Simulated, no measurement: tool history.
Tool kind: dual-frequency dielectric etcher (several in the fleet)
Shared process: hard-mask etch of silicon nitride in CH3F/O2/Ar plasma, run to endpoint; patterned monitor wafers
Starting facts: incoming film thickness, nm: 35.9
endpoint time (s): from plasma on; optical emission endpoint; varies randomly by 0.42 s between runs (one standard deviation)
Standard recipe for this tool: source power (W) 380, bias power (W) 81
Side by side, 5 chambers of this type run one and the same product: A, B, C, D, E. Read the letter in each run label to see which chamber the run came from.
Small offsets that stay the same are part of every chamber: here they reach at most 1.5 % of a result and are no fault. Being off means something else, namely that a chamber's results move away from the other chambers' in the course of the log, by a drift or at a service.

run 1C hour=10.7 | source_power_(W)=380 bias_power_(W)=81 | endpoint_time_(s)=50.829
run 2B hour=16.3 | source_power_(W)=380 bias_power_(W)=81 | endpoint_time_(s)=50.503
run 3D hour=26.7 | source_power_(W)=380 bias_power_(W)=81 | endpoint_time_(s)=50.098
run 4E hour=37.4 | source_power_(W)=380 bias_power_(W)=81 | endpoint_time_(s)=50.374
run 5A hour=47.7 | source_power_(W)=380 bias_power_(W)=81 | endpoint_time_(s)=50.833
run 6D hour=57.1 | source_power_(W)=380 bias_power_(W)=81 | endpoint_time_(s)=50.6
run 7C hour=64.5 | source_power_(W)=380 bias_power_(W)=81 | endpoint_time_(s)=51.207
run 8B hour=75.4 | source_power_(W)=380 bias_power_(W)=81 | endpoint_time_(s)=50.511
run 9E hour=84.3 | source_power_(W)=380 bias_power_(W)=81 | endpoint_time_(s)=50.26
run 10A hour=95.4 | source_power_(W)=380 bias_power_(W)=81 | endpoint_time_(s)=50.02
run 11A hour=104.6 | source_power_(W)=380 bias_power_(W)=81 | endpoint_time_(s)=50.177
-- hour=112.4 chamber E: wet clean of the chamber
run 12C hour=116.8 | source_power_(W)=380 bias_power_(W)=81 | endpoint_time_(s)=50.433
run 13B hour=123.9 | source_power_(W)=380 bias_power_(W)=81 | endpoint_time_(s)=50.488
run 14D hour=131.1 | source_power_(W)=380 bias_power_(W)=81 | endpoint_time_(s)=50.749
-- hour=131.2 chamber D: wet clean of the chamber
run 15E hour=140.2 | source_power_(W)=380 bias_power_(W)=81 | endpoint_time_(s)=50.35
run 16C hour=150.2 | source_power_(W)=380 bias_power_(W)=94 | endpoint_time_(s)=48.832
run 17E hour=161.7 | source_power_(W)=380 bias_power_(W)=94 | endpoint_time_(s)=48.124
run 18D hour=168.4 | source_power_(W)=380 bias_power_(W)=94 | endpoint_time_(s)=47.387
run 19B hour=175.7 | source_power_(W)=380 bias_power_(W)=94 | endpoint_time_(s)=47.259
run 20A hour=183.3 | source_power_(W)=380 bias_power_(W)=94 | endpoint_time_(s)=48.254
run 21D hour=194.2 | source_power_(W)=380 bias_power_(W)=81 | endpoint_time_(s)=51.071
run 22E hour=204.8 | source_power_(W)=380 bias_power_(W)=81 | endpoint_time_(s)=50.503
-- hour=208 chamber C: bias power generator calibrated
run 23C hour=212.3 | source_power_(W)=380 bias_power_(W)=81 | endpoint_time_(s)=50.865
run 24B hour=220.4 | source_power_(W)=380 bias_power_(W)=81 | endpoint_time_(s)=50.316
run 25A hour=226.7 | source_power_(W)=380 bias_power_(W)=81 | endpoint_time_(s)=50.785
run 26B hour=232.5 | source_power_(W)=380 bias_power_(W)=81 | endpoint_time_(s)=50.263
run 27C hour=241.4 | source_power_(W)=380 bias_power_(W)=97 | endpoint_time_(s)=47.638
run 28D hour=248.9 | source_power_(W)=380 bias_power_(W)=97 | endpoint_time_(s)=46.691
run 29A hour=258.9 | source_power_(W)=380 bias_power_(W)=97 | endpoint_time_(s)=47.299
-- hour=262.7 chamber A: wet clean of the chamber
run 30E hour=268.4 | source_power_(W)=380 bias_power_(W)=97 | endpoint_time_(s)=46.569
run 31A hour=278.2 | source_power_(W)=380 bias_power_(W)=97 | endpoint_time_(s)=47.69
run 32B hour=290 | source_power_(W)=380 bias_power_(W)=81 | endpoint_time_(s)=50.166
-- hour=295.1 chamber B: wet clean of the chamber
-- hour=297.7 chamber C: wet clean of the chamber
run 33C hour=299.4 | source_power_(W)=380 bias_power_(W)=81 | endpoint_time_(s)=50.502
run 34E hour=307.8 | source_power_(W)=380 bias_power_(W)=81 | endpoint_time_(s)=49.984
run 35D hour=317.3 | source_power_(W)=380 bias_power_(W)=81 | endpoint_time_(s)=50.27
run 36E hour=323.2 | source_power_(W)=380 bias_power_(W)=81 | endpoint_time_(s)=50.325
run 37B hour=332.8 | source_power_(W)=380 bias_power_(W)=81 | endpoint_time_(s)=50.406
run 38C hour=345 | source_power_(W)=380 bias_power_(W)=81 | endpoint_time_(s)=51.287
run 39D hour=356.9 | source_power_(W)=380 bias_power_(W)=81 | endpoint_time_(s)=50.904
run 40A hour=369.2 | source_power_(W)=380 bias_power_(W)=81 | endpoint_time_(s)=50.57
run 41B hour=381 | source_power_(W)=290 bias_power_(W)=91 | endpoint_time_(s)=54.087
run 42C hour=388.4 | source_power_(W)=290 bias_power_(W)=91 | endpoint_time_(s)=53.749
run 43A hour=400.3 | source_power_(W)=290 bias_power_(W)=91 | endpoint_time_(s)=53.79

All chambers now run identical settings, listed one chamber a line with results as question marks. What results will each chamber show?
run 44A hour=409.4 | source_power_(W)=420 bias_power_(W)=81 | endpoint_time_(s)=?
run 44B hour=409.4 | source_power_(W)=420 bias_power_(W)=81 | endpoint_time_(s)=?
run 44C hour=409.4 | source_power_(W)=420 bias_power_(W)=81 | endpoint_time_(s)=?
run 44D hour=409.4 | source_power_(W)=420 bias_power_(W)=81 | endpoint_time_(s)=?
run 44E hour=409.4 | source_power_(W)=420 bias_power_(W)=81 | endpoint_time_(s)=?

run=44A endpoint_time_(s)=49.052
run=44B endpoint_time_(s)=47.893
run=44C endpoint_time_(s)=49.548
run=44D endpoint_time_(s)=48.316
run=44E endpoint_time_(s)=48.888
